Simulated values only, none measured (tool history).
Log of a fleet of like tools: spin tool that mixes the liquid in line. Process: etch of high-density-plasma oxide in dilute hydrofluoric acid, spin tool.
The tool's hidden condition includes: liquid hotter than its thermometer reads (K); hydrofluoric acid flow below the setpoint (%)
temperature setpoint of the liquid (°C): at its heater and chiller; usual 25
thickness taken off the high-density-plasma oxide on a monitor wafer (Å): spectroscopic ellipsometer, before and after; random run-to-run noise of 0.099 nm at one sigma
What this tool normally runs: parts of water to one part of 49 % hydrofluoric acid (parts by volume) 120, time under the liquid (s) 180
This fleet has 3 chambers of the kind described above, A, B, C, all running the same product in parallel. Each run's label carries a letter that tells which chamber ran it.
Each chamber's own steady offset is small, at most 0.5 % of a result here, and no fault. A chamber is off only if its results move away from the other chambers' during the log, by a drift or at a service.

run	day	temperature setpoint of the liquid (°C)	parts of water to one part of 49 % hydrofluoric acid (parts by volume)	time under the liquid (s)	hours since the thermometer was replaced	hours since the hydrofluoric acid flow meter was replaced	read-back film thickness of the high-density-plasma oxide reference wafer, read on the same gauge (nm)	thickness taken off the high-density-plasma oxide on a monitor wafer (Å)
1B	0.25	25	120	180	1731	353.9	139.98	106.25
2A	0.575	25	120	180	457.4	523.5	139.99	106.65
3C	0.788	25	120	180	1359.2	1181.7	139.98	105.59
4A	1.067	25	120	180	469.2	535.3	139.96	105.31
5C	1.296	25	120	180	1371.4	1193.9	139.98	104.76
6B	1.504	25	145	180	1761.1	384	140	86.211
7A	1.738	25	145	180	485.3	551.4	139.97	84.58
8C	2.038	25	145	180	1389.2	1211.7	140.02	86.655
9B	2.212	25	145	280	1778.1	401	139.99	133.84
10B	2.421	25	145	280	1783.1	406	140	135.84
11C	2.721	25	145	280	1405.6	1228.1	140	133.52
12A	2.933	25	120	180	514	580.1	139.99	105.53
13A	3.25	25	120	180	521.6	587.7	139.97	105.35
14C	3.579	25	120	180	1426.2	1248.7	140	107.32
15B	3.858	25	120	180	1817.6	440.5	140	107.27
16B	4.167	25	120	180	1825	447.9	140	108.57
17C	4.321	25	120	180	1444	1266.5	140	105.57
18A	4.55	23.5	120	180	552.8	618.9	139.99	97.085
19C	4.846	23.5	120	180	1456.6	1279.1	139.96	98.852
# day 4.933: chamber B: hydrofluoric acid flow meter replaced
20A	5.117	23.5	120	180	566.4	632.5	140	96.95
# day 5.2: chamber C: hydrofluoric acid flow meter replaced
21B	5.429	25	120	180	1855.3	11.9	140	106.94
22C	5.646	25	120	180	1475.8	10.8	140.02	106.9
23A	5.942	25	120	180	586.2	652.3	140.01	102.36
24B	6.275	25	120	180	1875.6	32.2	140	105.12
25C	6.45	25	120	180	1495.1	30.1	139.99	105.99
26A	6.792	27.5	120	115	606.6	672.7	140	71.072
# day 6.838: chamber C: thermometer replaced
27B	7.125	27.5	120	115	1896	52.6	140.01	76.35
28B	7.417	27.5	120	115	1903	59.6	140.04	74.478
29A	7.571	25	120	180	625.3	691.4	140.02	100.67
30C	7.792	25	120	180	23	62.3	140	105.92

Has any chamber moved away from the others, gradually or after a service, or does the common gauge drift, or do the chambers differ only by their own small steady offsets? State the chamber and the most likely cause if one applies.

It is chamber A that slowly wanders off from its peers.
Most likely cause: hydrofluoric acid flow below the setpoint (%) = 5.08.
It could be hard to tell apart here from: liquid colder than its thermometer reads (K).

Which of the 4 candidates below, each the usual settings with something changed and its results left as question marks, puts chamber A back in line with what the other chambers give on the usual settings?
Counts as in line when no further than this from what the other chambers average on the usual settings: thickness taken off the high-density-plasma oxide on a monitor wafer (Å) 3.5
31A-1	8.038	25	135	180				?
31A-2	8.038	25	120	190				?
31A-3	8.038	25	120	170				?
31A-4	8.038	25.5	110	180				?

Other chambers, usual settings, mean: thickness taken off the high-density-plasma oxide on a monitor wafer (Å) 106.73
run	thickness taken off the high-density-plasma oxide on a monitor wafer (Å)
31A-1	87.488
31A-2	105.87
31A-3	94.726
31A-4	112.96
The answer is 31A-2, which returns the chamber to within the allowed miss of the others.

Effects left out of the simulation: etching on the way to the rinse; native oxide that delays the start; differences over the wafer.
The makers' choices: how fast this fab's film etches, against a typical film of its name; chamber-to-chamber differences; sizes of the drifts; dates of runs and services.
